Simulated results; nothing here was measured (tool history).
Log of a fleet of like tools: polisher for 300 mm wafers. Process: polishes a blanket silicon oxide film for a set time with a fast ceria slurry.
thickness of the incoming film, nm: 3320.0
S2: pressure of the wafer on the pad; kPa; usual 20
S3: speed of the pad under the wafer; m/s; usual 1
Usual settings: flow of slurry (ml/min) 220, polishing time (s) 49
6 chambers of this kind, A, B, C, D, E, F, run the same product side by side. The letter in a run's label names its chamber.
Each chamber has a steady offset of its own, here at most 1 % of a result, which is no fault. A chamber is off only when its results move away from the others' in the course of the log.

At day 0.188: chamber D: worn pad replaced by a new one.
Run 1D, day 0.308: usual settings. Result: film removed (Å) 7380.6.
Run 2A, day 0.592: usual settings. Result: film removed (Å) 7238.4.
At day 0.712: chamber B: slurry nozzle cleaned.
At day 0.712: chamber A: worn pad replaced by a new one.
At day 0.758: chamber C: worn pad replaced by a new one.
Run 3B, day 0.775: usual settings. Result: film removed (Å) 7345.9.
At day 0.808: chamber F: worn pad replaced by a new one.
Run 4F, day 0.929: usual settings. Result: film removed (Å) 7346.4.
Run 5E, day 1.188: usual settings. Result: film removed (Å) 7345.6.
Run 6C, day 1.358: usual settings. Result: film removed (Å) 7316.2.
Run 7D, day 1.508: usual settings. Result: film removed (Å) 7343.2.
At day 1.629: chamber B: worn pad replaced by a new one.
Run 8A, day 1.712: usual settings. Result: film removed (Å) 7390.8.
Run 9E, day 1.908: usual settings. Result: film removed (Å) 7390.8.
Run 10B, day 2.129: usual settings. Result: film removed (Å) 7417.8.
Run 11C, day 2.333: usual settings. Result: film removed (Å) 7416.5.
Run 12F, day 2.588: usual settings. Result: film removed (Å) 7275.5.
At day 2.675: chamber D: worn pad replaced by a new one.
Run 13D, day 2.771: usual settings. Result: film removed (Å) 7297.
Run 14F, day 2.912: usual settings. Result: film removed (Å) 7365.8.
Run 15E, day 3.196: usual settings. Result: film removed (Å) 7409.7.
At day 3.408: chamber A: worn pad replaced by a new one.
Run 16B, day 3.438: usual settings. Result: film removed (Å) 7324.5.
Run 17C, day 3.575: usual settings. Result: film removed (Å) 7285.
At day 3.6: chamber E: worn pad replaced by a new one.
Run 18A, day 3.75: usual settings. Result: film removed (Å) 7262.
Run 19A, day 4.038: usual settings. Result: film removed (Å) 7266.2.
Run 20C, day 4.312: usual settings. Result: film removed (Å) 7245.
At day 4.338: chamber C: worn pad replaced by a new one.
At day 4.521: chamber B: worn pad replaced by a new one.
Run 21E, day 4.575: usual settings. Result: film removed (Å) 7388.3.
Run 22F, day 4.733: usual settings. Result: film removed (Å) 7297.7.
Run 23D, day 4.912: usual settings. Result: film removed (Å) 7442.3.
At day 5.038: chamber D: worn pad replaced by a new one.
Run 24B, day 5.075: usual settings. Result: film removed (Å) 7366.8.
Run 25D, day 5.212: usual settings. Result: film removed (Å) 7271.7.
At day 5.383: chamber F: worn pad replaced by a new one.
Run 26A, day 5.496: usual settings. Result: film removed (Å) 7303.4.
Run 27C, day 5.667: usual settings. Result: film removed (Å) 7299.7.
At day 5.675: chamber A: worn pad replaced by a new one.
Run 28E, day 5.908: usual settings. Result: film removed (Å) 7417.5.
Run 29F, day 6.196: usual settings. Result: film removed (Å) 7329.4.
At day 6.354: chamber D: head pressure recalibrated.
Run 30B, day 6.504: usual settings but polishing time (s) 41. Result: film removed (Å) 6090.1.
Run 31F, day 6.746: usual settings but polishing time (s) 41. Result: film removed (Å) 6090.3.
Run 32C, day 6.908: usual settings but polishing time (s) 41. Result: film removed (Å) 6119.2.
Run 33D, day 7.067: usual settings but polishing time (s) 41. Result: film removed (Å) 6125.4.
Run 34A, day 7.217: usual settings but polishing time (s) 41. Result: film removed (Å) 6153.6.
At day 7.308: chamber F: slurry nozzle cleaned.
Run 35E, day 7.525: usual settings but polishing time (s) 41. Result: film removed (Å) 6177.
At day 7.692: chamber E: worn pad replaced by a new one.
Run 36B, day 7.708: usual settings but polishing time (s) 42. Result: film removed (Å) 6257.5.
At day 7.712: chamber C: worn pad replaced by a new one.
Run 37E, day 7.871: usual settings but polishing time (s) 42. Result: film removed (Å) 6289.3.
At day 8.021: chamber A: worn pad replaced by a new one.
Run 38A, day 8.158: usual settings but polishing time (s) 42. Result: film removed (Å) 6231.9.
Run 39F, day 8.321: usual settings but polishing time (s) 42. Result: film removed (Å) 6176.8.
Run 40C, day 8.604: usual settings but polishing time (s) 42. Result: film removed (Å) 6217.7.

Next, every chamber runs the same settings. What will each give?
Run 41A, day 8.825: usual settings but S2 24.1 kPa. Result: film removed (Å) ?.
Run 41B, day 8.825: usual settings but S2 24.1 kPa. Result: film removed (Å) ?.
Run 41C, day 8.825: usual settings but S2 24.1 kPa. Result: film removed (Å) ?.
Run 41D, day 8.825: usual settings but S2 24.1 kPa. Result: film removed (Å) ?.
Run 41E, day 8.825: usual settings but S2 24.1 kPa. Result: film removed (Å) ?.
Run 41F, day 8.825: usual settings but S2 24.1 kPa. Result: film removed (Å) ?.

run  film removed (Å)
41A            8846.7
41B            8728.4
41C            8886.3
41D            8841.1
41E            8819.4
41F            8760.3
